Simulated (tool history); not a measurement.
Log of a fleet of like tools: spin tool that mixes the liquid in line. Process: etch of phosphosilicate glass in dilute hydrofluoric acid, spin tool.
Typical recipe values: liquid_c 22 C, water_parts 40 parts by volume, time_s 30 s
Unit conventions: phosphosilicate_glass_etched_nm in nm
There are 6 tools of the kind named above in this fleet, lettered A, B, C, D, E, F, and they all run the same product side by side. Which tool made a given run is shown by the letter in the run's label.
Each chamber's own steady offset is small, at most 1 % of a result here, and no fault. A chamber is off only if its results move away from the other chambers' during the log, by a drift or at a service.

| run | hour | liquid_c | water_parts | time_s | read-back film thickness of the phosphosilicate glass reference wafer, read on the same gauge (nm) | phosphosilicate_glass_etched_nm |
|---|---|---|---|---|---|---|
|  | 0.5 | chamber B: thermometer replaced |
| 1F | 9.5 | 22 | 40 | 30 | 129.99 | 92.138 |
| 2C | 20 | 22 | 40 | 30 | 130.01 | 92.627 |
| 3E | 26.9 | 22 | 40 | 30 | 129.97 | 91.425 |
| 4D | 37.6 | 22 | 40 | 30 | 130 | 91.21 |
| 5A | 44.1 | 22 | 40 | 30 | 130.02 | 91.072 |
| 6B | 52.3 | 22 | 40 | 30 | 130.02 | 92.204 |
| 7D | 58.7 | 17.5 | 55 | 30 | 129.99 | 54.084 |
| 8E | 65.1 | 17.5 | 55 | 30 | 129.99 | 53.668 |
| 9C | 72.2 | 17.5 | 55 | 30 | 130.02 | 54.478 |
| 10B | 79.3 | 17.5 | 55 | 30 | 130.03 | 54.463 |
| 11A | 88.1 | 17.5 | 55 | 30 | 130.01 | 53.25 |
| 12F | 96.9 | 17.5 | 55 | 30 | 130 | 53.486 |
| 13B | 108 | 22 | 40 | 30 | 129.99 | 92.693 |
| 14C | 115.9 | 22 | 40 | 30 | 129.97 | 91.917 |
| 15A | 124.2 | 22 | 40 | 30 | 130.02 | 91.007 |
| 16F | 131.7 | 22 | 40 | 30 | 130.02 | 92.069 |
| 17D | 143.1 | 22 | 40 | 30 | 130 | 91.429 |
| 18E | 152.3 | 22 | 45 | 30 | 130.03 | 80.744 |
|  | 157.2 | chamber A: thermometer replaced |
| 19E | 164.8 | 22 | 45 | 30 | 130 | 80.368 |
| 20B | 176.5 | 22 | 45 | 30 | 129.99 | 81.543 |
| 21C | 182.6 | 22 | 45 | 30 | 130 | 80.329 |
| 22A | 193.4 | 22 | 45 | 30 | 130.01 | 80.19 |
| 23D | 201.8 | 22 | 45 | 30 | 130.01 | 80.998 |
| 24F | 210.2 | 22 | 40 | 30 | 129.99 | 91.336 |
| 25D | 220.3 | 22 | 40 | 30 | 129.99 | 91.652 |
| 26B | 231.8 | 22 | 40 | 30 | 129.99 | 92.101 |
| 27C | 244.8 | 22 | 40 | 30 | 129.99 | 92.171 |
| 28F | 253.7 | 22 | 40 | 30 | 129.99 | 91.199 |
| 29A | 260 | 22 | 40 | 30 | 130.01 | 91.385 |
| 30E | 268.2 | 24.5 | 40 | 20 | 129.98 | 67.763 |
|  | 279.1 | chamber F: thermometer replaced |
| 31B | 280.4 | 24.5 | 40 | 20 | 130.02 | 68.156 |
|  | 285.5 | chamber D: hydrofluoric acid flow meter replaced |
|  | 289.5 | chamber A: hydrofluoric acid flow meter replaced |
| 32A | 289.7 | 24.5 | 40 | 20 | 130.03 | 67.989 |
| 33C | 303.2 | 24.5 | 40 | 20 | 129.99 | 68.385 |
| 34F | 310 | 24.5 | 40 | 20 | 130 | 67.04 |
| 35E | 319.3 | 24.5 | 40 | 20 | 130.02 | 67.509 |
| 36D | 329.7 | 22 | 40 | 30 | 130.01 | 91.094 |
| 37D | 341.2 | 22 | 40 | 30 | 130 | 91.059 |

Next, all 6 chambers run the settings below, one line each with question marks for the results. What does each chamber give?
| 38A | 351.2 | 22 | 40 | 30 |  | ? |
| 38B | 351.2 | 22 | 40 | 30 |  | ? |
| 38C | 351.2 | 22 | 40 | 30 |  | ? |
| 38D | 351.2 | 22 | 40 | 30 |  | ? |
| 38E | 351.2 | 22 | 40 | 30 |  | ? |
| 38F | 351.2 | 22 | 40 | 30 |  | ? |

| run | phosphosilicate_glass_etched_nm |
|---|---|
| 38A | 91.614 |
| 38B | 91.919 |
| 38C | 91.891 |
| 38D | 92.131 |
| 38E | 92.162 |
| 38F | 91.408 |
